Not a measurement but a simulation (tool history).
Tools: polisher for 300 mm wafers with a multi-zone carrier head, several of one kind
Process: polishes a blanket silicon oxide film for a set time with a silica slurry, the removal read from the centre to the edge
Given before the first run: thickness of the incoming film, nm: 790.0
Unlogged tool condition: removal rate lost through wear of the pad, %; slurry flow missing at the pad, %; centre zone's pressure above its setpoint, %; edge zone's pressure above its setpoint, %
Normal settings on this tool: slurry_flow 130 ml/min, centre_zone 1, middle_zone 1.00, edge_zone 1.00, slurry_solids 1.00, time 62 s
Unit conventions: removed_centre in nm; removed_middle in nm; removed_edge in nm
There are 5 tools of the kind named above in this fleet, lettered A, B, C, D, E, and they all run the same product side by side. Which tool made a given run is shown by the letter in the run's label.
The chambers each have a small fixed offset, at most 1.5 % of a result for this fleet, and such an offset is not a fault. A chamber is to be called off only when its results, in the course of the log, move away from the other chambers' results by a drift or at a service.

run	hour	slurry_flow	centre_zone	middle_zone	edge_zone	slurry_solids	time	wafers polished on this pad	hours since the slurry nozzle was cleaned	hours since the centre zone pressure was calibrated	hours since the edge zone pressure was calibrated	removed_centre	removed_middle	removed_edge
1D	6.2	130	1	1.00	1.00	1.00	62	418	423.2	478.2	476.2	301.72	309.52	307.74
2E	14.0	130	1	1.00	1.00	1.00	62	1436	184.1	1309.7	521.2	304.81	304.02	303.47
# hour 14.1: chamber D: worn pad replaced by a new one
3B	21.9	130	1	1.00	1.00	1.00	62	377	528.6	854.3	1037.1	306.33	305.80	305.65
# hour 29.8: chamber E: worn pad replaced by a new one
4A	30.4	130	1	1.00	1.00	1.00	62	289	346.3	385.7	662.1	304.58	309.35	311.68
5C	40.7	130	1	1.00	1.00	1.00	62	1037	328.2	712.2	334.9	309.24	304.87	309.50
# hour 50.8: chamber B: edge zone pressure recalibrated
6E	51.6	130	1	1.00	1.00	1.00	62	174	221.7	1347.3	558.8	303.21	304.13	308.06
# hour 58.1: chamber C: worn pad replaced by a new one
7C	58.7	130	1	1.00	1.00	1.00	62	4	346.2	730.2	352.9	305.99	304.21	315.47
8B	67.0	130	1	1.00	1.09	1.25	62	738	573.7	899.4	16.3	332.28	335.70	353.90
# hour 72.7: chamber D: worn pad replaced by a new one
# hour 74.2: chamber A: worn pad replaced by a new one
9A	77.9	130	1	1.00	1.09	1.25	62	30	393.8	433.2	709.6	338.31	343.12	338.78
10D	89.0	130	1	1.00	1.09	1.25	62	130	506.0	561.0	559.0	333.84	340.04	356.45
11D	94.8	130	1	1.00	1.09	1.25	62	177	511.8	566.8	564.8	332.44	343.05	359.74
# hour 97.5: chamber C: slurry nozzle cleaned
# hour 104.4: chamber E: slurry nozzle cleaned
12C	106.1	130	1	1.00	1.09	1.25	62	384	8.6	777.6	400.3	339.05	339.86	349.54
# hour 107.2: chamber B: worn pad replaced by a new one
13B	116.9	130	1	1.00	1.00	1.00	62	77	623.6	949.3	66.2	305.60	305.30	308.46
14E	123.2	130	1	1.00	1.00	1.00	62	748	18.9	1418.9	630.4	308.03	303.51	301.93
# hour 129.7: chamber E: centre zone pressure recalibrated
15A	134.5	130	1	1.00	1.00	1.00	62	483	450.4	489.8	766.2	306.70	308.79	303.01
# hour 137.0: chamber D: worn pad replaced by a new one
16A	142.6	130	1	1.00	1.00	1.00	62	548	458.5	497.9	774.3	307.53	304.30	308.99
# hour 144.2: chamber A: worn pad replaced by a new one
17D	151.5	130	1	1.00	1.00	1.00	62	116	568.5	623.5	621.5	298.37	306.54	308.07
18E	161.9	130	1	0.89	1.07	1.00	62	1058	57.6	32.2	669.1	307.50	268.42	314.52
# hour 166.4: chamber D: centre zone pressure recalibrated
19C	174.1	130	1	0.89	1.07	1.00	62	929	76.6	845.6	468.3	306.02	272.28	318.67
# hour 177.3: chamber B: slurry nozzle cleaned
20B	179.7	130	1	0.89	1.07	1.00	62	580	2.5	1012.1	129.0	304.74	274.84	316.30
21C	185.1	130	1	0.89	1.07	1.00	62	1017	87.6	856.6	479.3	306.53	274.69	325.63
# hour 187.6: chamber B: centre zone pressure recalibrated
22E	191.5	130	1	0.89	1.07	1.00	62	1295	87.2	61.8	698.7	302.91	275.44	319.87
# hour 196.8: chamber A: slurry nozzle cleaned
# hour 198.8: chamber D: worn pad replaced by a new one
23D	199.4	130	1	1.00	1.00	1.00	62	5	616.4	33.1	669.4	302.79	309.51	307.61
# hour 200.9: chamber E: worn pad replaced by a new one
# hour 202.7: chamber C: worn pad replaced by a new one
24A	206.1	130	1	1.00	1.00	1.00	62	495	9.4	561.4	837.8	311.07	310.63	308.83
25B	214.6	130	1	1.00	1.00	1.00	62	860	37.4	27.1	163.9	322.37	307.45	310.78
26B	224.4	130	1	1.00	1.00	1.00	62	939	47.2	36.9	173.7	318.83	310.62	314.38
# hour 225.3: chamber A: worn pad replaced by a new one
27E	236.4	130	1	1.00	1.00	1.00	62	284	132.1	106.7	743.6	305.53	302.60	313.58
28D	247.1	130	1	1.00	1.00	1.00	62	387	664.1	80.8	717.1	301.89	309.79	315.38
29C	252.7	130	1	1.00	1.00	1.00	62	400	155.2	924.2	546.9	307.89	305.14	303.29
# hour 257.4: chamber D: worn pad replaced by a new one
30A	258.4	130	1	1.00	1.00	1.00	62	265	61.7	613.7	890.1	307.32	308.51	307.18
31D	267.1	130	1	1.00	1.00	1.00	62	78	684.1	100.8	737.1	305.80	308.01	301.81
# hour 270.0: chamber B: worn pad replaced by a new one
32C	274.5	130	1	1.00	1.00	1.00	62	575	177.0	946.0	568.7	306.98	305.09	305.87
33B	283.3	130	1	1.00	1.00	1.00	62	106	106.1	95.8	232.6	319.92	303.65	305.25
34A	292.2	130	1	1.00	1.00	1.00	62	536	95.5	647.5	923.9	307.65	307.78	304.83
35E	302.1	130	1	1.00	1.00	1.00	62	810	197.8	172.4	809.3	304.79	300.39	303.70

Does one chamber stand apart from the rest, does the shared gauge drift, or is all well apart from small per-chamber offsets? Give the chamber and the most likely cause, where there is one.

The work done on chamber B during a service left it standing apart from the others.
Cause: centre zone's pressure above its setpoint, % = 4.78.

Here are 4 candidates for chamber B's next run, each the usual settings with a change, their results left as question marks. Which one brings its results back in line with what the others give on the usual settings?
In line means no further than this from the other chambers' mean on the usual settings: removed_centre 7.70 nm; removed_middle 7.30 nm; removed_edge 15.00 nm
36B-1	310.9	135	1.08	0.98	0.98	1.00	62					?	?	?
36B-2	310.9	125	0.96	1.01	1.01	1.00	62					?	?	?
36B-3	310.9	125	0.93	1.02	1.02	1.00	62					?	?	?
36B-4	310.9	135	1.04	0.99	0.99	1.00	62					?	?	?

What the other chambers average on the usual settings: removed_centre 305.55 nm; removed_middle 306.47 nm; removed_edge 306.13 nm
run	removed_centre	removed_middle	removed_edge
36B-1	351.83	301.00	303.32
36B-2	303.67	304.56	304.34
36B-3	293.31	307.42	305.89
36B-4	337.74	303.92	304.89
The right change is 36B-2: it brings the chamber back within the allowed miss of the others.
